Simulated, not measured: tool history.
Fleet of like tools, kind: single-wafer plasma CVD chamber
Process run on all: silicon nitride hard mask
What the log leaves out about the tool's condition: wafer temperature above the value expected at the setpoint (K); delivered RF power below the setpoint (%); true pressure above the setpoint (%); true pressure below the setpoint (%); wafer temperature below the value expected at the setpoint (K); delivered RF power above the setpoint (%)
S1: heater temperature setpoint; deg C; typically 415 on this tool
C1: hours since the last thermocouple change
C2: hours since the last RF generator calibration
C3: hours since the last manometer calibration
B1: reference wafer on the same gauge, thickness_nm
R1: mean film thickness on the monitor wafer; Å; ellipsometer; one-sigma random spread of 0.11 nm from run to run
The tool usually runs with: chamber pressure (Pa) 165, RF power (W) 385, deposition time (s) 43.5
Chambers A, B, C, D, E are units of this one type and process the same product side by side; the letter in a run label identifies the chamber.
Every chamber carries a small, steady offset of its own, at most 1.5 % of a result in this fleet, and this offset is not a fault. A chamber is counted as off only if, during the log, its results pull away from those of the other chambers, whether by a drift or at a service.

At hour 14.1: chamber B: RF generator calibrated.
Run 1C, hour 16.0: usual settings; C1 832.3; C2 568.8; C3 2446.8; B1 46.504. Result: R1 532.78 Å.
Run 2D, hour 32.1: usual settings; C1 40.5; C2 598.2; C3 71.6; B1 46.517. Result: R1 541.59 Å.
Run 3A, hour 44.6: usual settings; C1 211.7; C2 556.0; C3 1927.4; B1 46.513. Result: R1 541.20 Å.
Run 4E, hour 54.5: usual settings; C1 650.3; C2 2311.7; C3 962.6; B1 46.506. Result: R1 540.26 Å.
Run 5B, hour 63.4: usual settings; C1 496.4; C2 49.4; C3 1509.2; B1 46.499. Result: R1 538.11 Å.
Run 6B, hour 71.1: usual settings; C1 504.1; C2 57.1; C3 1516.9; B1 46.506. Result: R1 538.38 Å.
Run 7A, hour 85.6: usual settings but chamber pressure (Pa) 185; C1 252.7; C2 597.0; C3 1968.4; B1 46.495. Result: R1 560.31 Å.
Run 8E, hour 99.7: usual settings but chamber pressure (Pa) 185; C1 695.5; C2 2356.9; C3 1007.8; B1 46.510. Result: R1 558.30 Å.
Run 9D, hour 114.6: usual settings but chamber pressure (Pa) 185; C1 123.0; C2 680.7; C3 154.1; B1 46.485. Result: R1 560.37 Å.
Run 10C, hour 125.2: usual settings but chamber pressure (Pa) 185; C1 941.5; C2 678.0; C3 2556.0; B1 46.481. Result: R1 554.06 Å.
Run 11A, hour 141.2: usual settings but chamber pressure (Pa) 185; C1 308.3; C2 652.6; C3 2024.0; B1 46.499. Result: R1 562.07 Å.
Run 12C, hour 148.5: usual settings; C1 964.8; C2 701.3; C3 2579.3; B1 46.510. Result: R1 535.31 Å.
Run 13D, hour 156.2: usual settings; C1 164.6; C2 722.3; C3 195.7; B1 46.470. Result: R1 540.93 Å.
Run 14E, hour 169.7: usual settings; C1 765.5; C2 2426.9; C3 1077.8; B1 46.505. Result: R1 543.16 Å.
Run 15B, hour 177.7: usual settings; C1 610.7; C2 163.7; C3 1623.5; B1 46.471. Result: R1 539.08 Å.
Run 16E, hour 185.1: usual settings; C1 780.9; C2 2442.3; C3 1093.2; B1 46.499. Result: R1 541.95 Å.
Run 17B, hour 195.9: usual settings; C1 628.9; C2 181.9; C3 1641.7; B1 46.490. Result: R1 538.71 Å.
At hour 202.0: chamber C: capacitance manometer re-zeroed and calibrated.
Run 18D, hour 206.9: usual settings; C1 215.3; C2 773.0; C3 246.4; B1 46.532. Result: R1 542.53 Å.
Run 19A, hour 216.4: usual settings but chamber pressure (Pa) 149, deposition time (s) 39.6; C1 383.5; C2 727.8; C3 2099.2; B1 46.518. Result: R1 476.85 Å.
Run 20C, hour 232.0: usual settings but chamber pressure (Pa) 149, deposition time (s) 39.6; C1 1048.3; C2 784.8; C3 30.0; B1 46.503. Result: R1 460.54 Å.
Run 21E, hour 246.9: usual settings but chamber pressure (Pa) 149, deposition time (s) 39.6; C1 842.7; C2 2504.1; C3 1155.0; B1 46.497. Result: R1 477.43 Å.
Run 22D, hour 259.0: usual settings but chamber pressure (Pa) 149, deposition time (s) 39.6; C1 267.4; C2 825.1; C3 298.5; B1 46.516. Result: R1 478.58 Å.
At hour 269.3: chamber C: thermocouple changed; heater temperature recalibrated.
At hour 270.6: chamber E: RF generator calibrated.
Run 23A, hour 271.7: usual settings but chamber pressure (Pa) 149, deposition time (s) 39.6; C1 438.8; C2 783.1; C3 2154.5; B1 46.509. Result: R1 477.01 Å.
Run 24B, hour 288.3: usual settings; C1 721.3; C2 274.3; C3 1734.1; B1 46.487. Result: R1 538.53 Å.
Run 25C, hour 300.4: usual settings; C1 31.2; C2 853.2; C3 98.4; B1 46.506. Result: R1 520.74 Å.
Run 26C, hour 311.2: usual settings; C1 42.0; C2 864.0; C3 109.2; B1 46.501. Result: R1 523.77 Å.
Run 27D, hour 326.7: usual settings; C1 335.1; C2 892.8; C3 366.2; B1 46.501. Result: R1 539.77 Å.
Run 28E, hour 337.9: usual settings; C1 933.7; C2 67.4; C3 1246.0; B1 46.507. Result: R1 540.79 Å.
Run 29B, hour 351.6: usual settings; C1 784.6; C2 337.6; C3 1797.4; B1 46.503. Result: R1 539.22 Å.
At hour 355.4: chamber E: thermocouple changed; heater temperature recalibrated.
Run 30A, hour 366.7: usual settings; C1 533.8; C2 878.1; C3 2249.5; B1 46.493. Result: R1 540.62 Å.
Run 31D, hour 377.1: usual settings; C1 385.5; C2 943.2; C3 416.6; B1 46.484. Result: R1 540.63 Å.
Run 32E, hour 388.6: usual settings; C1 33.2; C2 118.1; C3 1296.7; B1 46.503. Result: R1 538.22 Å.
Run 33A, hour 399.0: usual settings; C1 566.1; C2 910.4; C3 2281.8; B1 46.513. Result: R1 539.81 Å.
Run 34B, hour 415.7: usual settings; C1 848.7; C2 401.7; C3 1861.5; B1 46.491. Result: R1 541.17 Å.
At hour 424.8: chamber D: RF generator calibrated.
Run 35C, hour 426.6: usual settings but S1 407 deg C; C1 157.4; C2 979.4; C3 224.6; B1 46.477. Result: R1 522.12 Å.
Run 36B, hour 437.3: usual settings but S1 407 deg C; C1 870.3; C2 423.3; C3 1883.1; B1 46.492. Result: R1 540.08 Å.
Run 37E, hour 447.3: usual settings but S1 407 deg C; C1 91.9; C2 176.8; C3 1355.4; B1 46.502. Result: R1 541.11 Å.
Run 38D, hour 463.2: usual settings but S1 407 deg C; C1 471.6; C2 38.4; C3 502.7; B1 46.519. Result: R1 544.49 Å.
Run 39A, hour 477.7: usual settings but S1 407 deg C; C1 644.8; C2 989.1; C3 2360.5; B1 46.499. Result: R1 542.91 Å.
Run 40C, hour 493.7: usual settings; C1 224.5; C2 1046.5; C3 291.7; B1 46.509. Result: R1 522.82 Å.
Run 41E, hour 509.5: usual settings; C1 154.1; C2 239.0; C3 1417.6; B1 46.482. Result: R1 540.56 Å.

Predict what each chamber gives when all 5 of them run the settings below next.
Run 42A, hour 521.4: usual settings but chamber pressure (Pa) 129. Result: R1 ?.
Run 42B, hour 521.4: usual settings but chamber pressure (Pa) 129. Result: R1 ?.
Run 42C, hour 521.4: usual settings but chamber pressure (Pa) 129. Result: R1 ?.
Run 42D, hour 521.4: usual settings but chamber pressure (Pa) 129. Result: R1 ?.
Run 42E, hour 521.4: usual settings but chamber pressure (Pa) 129. Result: R1 ?.

run      R1
42A  498.88
42B  497.94
42C  482.62
42D  499.95
42E  497.74
